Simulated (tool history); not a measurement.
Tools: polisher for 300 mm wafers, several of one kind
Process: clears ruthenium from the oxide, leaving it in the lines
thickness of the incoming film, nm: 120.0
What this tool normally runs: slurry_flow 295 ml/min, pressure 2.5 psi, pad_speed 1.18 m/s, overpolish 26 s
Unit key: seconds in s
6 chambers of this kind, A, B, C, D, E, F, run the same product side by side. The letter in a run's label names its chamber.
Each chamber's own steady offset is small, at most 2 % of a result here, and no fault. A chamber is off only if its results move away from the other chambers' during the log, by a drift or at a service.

run 1A hour=14.7 | slurry_flow=295 pressure=2.5 pad_speed=1.18 overpolish=26 | seconds=69.190
run 2B hour=22.9 | slurry_flow=295 pressure=2.5 pad_speed=1.18 overpolish=26 | seconds=66.919
-- hour=27.2 chamber D: worn pad replaced by a new one
run 3F hour=31.8 | slurry_flow=295 pressure=2.5 pad_speed=1.18 overpolish=26 | seconds=65.127
run 4D hour=44.9 | slurry_flow=295 pressure=2.5 pad_speed=1.18 overpolish=26 | seconds=68.603
run 5C hour=55.8 | slurry_flow=295 pressure=1.7 pad_speed=1.18 overpolish=13 | seconds=96.446
run 6E hour=66.1 | slurry_flow=295 pressure=1.7 pad_speed=1.18 overpolish=13 | seconds=101.060
run 7A hour=73.7 | slurry_flow=295 pressure=1.7 pad_speed=1.18 overpolish=13 | seconds=100.560
-- hour=75.3 chamber B: worn pad replaced by a new one
run 8D hour=86.1 | slurry_flow=295 pressure=1.7 pad_speed=1.18 overpolish=13 | seconds=97.929
-- hour=91.0 chamber E: worn pad replaced by a new one
run 9E hour=96.5 | slurry_flow=295 pressure=1.7 pad_speed=1.18 overpolish=13 | seconds=98.867
-- hour=99.3 chamber B: slurry nozzle cleaned
-- hour=105.3 chamber D: worn pad replaced by a new one
run 10F hour=110.0 | slurry_flow=295 pressure=1.7 pad_speed=1.18 overpolish=13 | seconds=96.547
-- hour=113.2 chamber A: worn pad replaced by a new one
-- hour=116.1 chamber C: slurry nozzle cleaned
-- hour=118.5 chamber B: head pressure recalibrated
run 11C hour=120.8 | slurry_flow=295 pressure=2.5 pad_speed=1.18 overpolish=26 | seconds=67.060
run 12B hour=132.4 | slurry_flow=295 pressure=2.5 pad_speed=1.18 overpolish=26 | seconds=67.954
run 13A hour=145.5 | slurry_flow=295 pressure=2.5 pad_speed=1.18 overpolish=26 | seconds=68.000
run 14F hour=154.8 | slurry_flow=295 pressure=2.5 pad_speed=1.18 overpolish=26 | seconds=67.755
-- hour=156.9 chamber C: head pressure recalibrated
run 15D hour=164.9 | slurry_flow=295 pressure=2.5 pad_speed=1.18 overpolish=26 | seconds=68.538
-- hour=168.8 chamber F: worn pad replaced by a new one
run 16C hour=178.4 | slurry_flow=295 pressure=2.5 pad_speed=1.18 overpolish=26 | seconds=68.696
run 17B hour=186.0 | slurry_flow=295 pressure=2.5 pad_speed=1.18 overpolish=26 | seconds=65.312
-- hour=192.4 chamber D: worn pad replaced by a new one
run 18E hour=195.5 | slurry_flow=295 pressure=2.5 pad_speed=1.18 overpolish=26 | seconds=66.518
run 19A hour=204.8 | slurry_flow=295 pressure=2.5 pad_speed=1.18 overpolish=26 | seconds=67.444
run 20B hour=213.8 | slurry_flow=335 pressure=2.5 pad_speed=1.18 overpolish=26 | seconds=65.347
-- hour=223.0 chamber A: slurry nozzle cleaned
run 21F hour=225.8 | slurry_flow=335 pressure=2.5 pad_speed=1.18 overpolish=26 | seconds=65.407
-- hour=226.3 chamber E: head pressure recalibrated
run 22D hour=233.4 | slurry_flow=335 pressure=2.5 pad_speed=1.18 overpolish=26 | seconds=67.411
-- hour=236.3 chamber A: worn pad replaced by a new one
run 23E hour=240.1 | slurry_flow=335 pressure=2.5 pad_speed=1.18 overpolish=26 | seconds=66.917
-- hour=244.5 chamber D: slurry nozzle cleaned
run 24C hour=251.2 | slurry_flow=335 pressure=2.5 pad_speed=1.18 overpolish=26 | seconds=69.794
run 25B hour=259.8 | slurry_flow=335 pressure=2.5 pad_speed=1.18 overpolish=26 | seconds=67.253
run 26D hour=266.9 | slurry_flow=295 pressure=2.5 pad_speed=1.18 overpolish=26 | seconds=68.099
-- hour=269.3 chamber B: worn pad replaced by a new one
-- hour=272.3 chamber D: worn pad replaced by a new one
run 27C hour=277.9 | slurry_flow=295 pressure=2.5 pad_speed=1.18 overpolish=26 | seconds=72.622
-- hour=285.3 chamber E: worn pad replaced by a new one
run 28F hour=285.5 | slurry_flow=295 pressure=3.0 pad_speed=1.18 overpolish=40 | seconds=54.340
run 29A hour=298.0 | slurry_flow=295 pressure=3.0 pad_speed=1.18 overpolish=40 | seconds=57.303
run 30E hour=305.9 | slurry_flow=295 pressure=3.0 pad_speed=1.18 overpolish=40 | seconds=56.060
run 31D hour=320.5 | slurry_flow=295 pressure=3.0 pad_speed=1.18 overpolish=40 | seconds=56.928
run 32B hour=333.1 | slurry_flow=295 pressure=3.0 pad_speed=1.18 overpolish=40 | seconds=56.840
run 33A hour=339.7 | slurry_flow=295 pressure=3.0 pad_speed=1.18 overpolish=40 | seconds=55.524
-- hour=348.4 chamber F: worn pad replaced by a new one
-- hour=350.8 chamber D: worn pad replaced by a new one
run 34E hour=354.5 | slurry_flow=295 pressure=2.5 pad_speed=1.18 overpolish=26 | seconds=69.532
-- hour=363.0 chamber A: worn pad replaced by a new one
run 35C hour=365.3 | slurry_flow=295 pressure=2.5 pad_speed=1.18 overpolish=26 | seconds=72.122
run 36F hour=378.5 | slurry_flow=295 pressure=2.5 pad_speed=1.18 overpolish=26 | seconds=65.074
run 37B hour=387.3 | slurry_flow=295 pressure=2.8 pad_speed=1.36 overpolish=26 | seconds=51.602
-- hour=388.6 chamber F: head pressure recalibrated
run 38F hour=396.4 | slurry_flow=295 pressure=2.8 pad_speed=1.36 overpolish=26 | seconds=50.324
run 39E hour=403.5 | slurry_flow=295 pressure=2.8 pad_speed=1.36 overpolish=26 | seconds=52.390
run 40A hour=410.2 | slurry_flow=295 pressure=2.8 pad_speed=1.36 overpolish=26 | seconds=51.630
run 41C hour=420.0 | slurry_flow=295 pressure=2.8 pad_speed=1.36 overpolish=26 | seconds=57.621
run 42D hour=432.4 | slurry_flow=295 pressure=2.8 pad_speed=1.36 overpolish=26 | seconds=53.002

Each of the 6 chambers runs these same settings next. Fill in every chamber's results:
run 43A hour=443.1 | slurry_flow=295 pressure=2.5 pad_speed=1.18 overpolish=12 | seconds=?
run 43B hour=443.1 | slurry_flow=295 pressure=2.5 pad_speed=1.18 overpolish=12 | seconds=?
run 43C hour=443.1 | slurry_flow=295 pressure=2.5 pad_speed=1.18 overpolish=12 | seconds=?
run 43D hour=443.1 | slurry_flow=295 pressure=2.5 pad_speed=1.18 overpolish=12 | seconds=?
run 43E hour=443.1 | slurry_flow=295 pressure=2.5 pad_speed=1.18 overpolish=12 | seconds=?
run 43F hour=443.1 | slurry_flow=295 pressure=2.5 pad_speed=1.18 overpolish=12 | seconds=?

run=43A seconds=67.969
run=43B seconds=68.083
run=43C seconds=76.031
run=43D seconds=68.754
run=43E seconds=67.040
run=43F seconds=66.654

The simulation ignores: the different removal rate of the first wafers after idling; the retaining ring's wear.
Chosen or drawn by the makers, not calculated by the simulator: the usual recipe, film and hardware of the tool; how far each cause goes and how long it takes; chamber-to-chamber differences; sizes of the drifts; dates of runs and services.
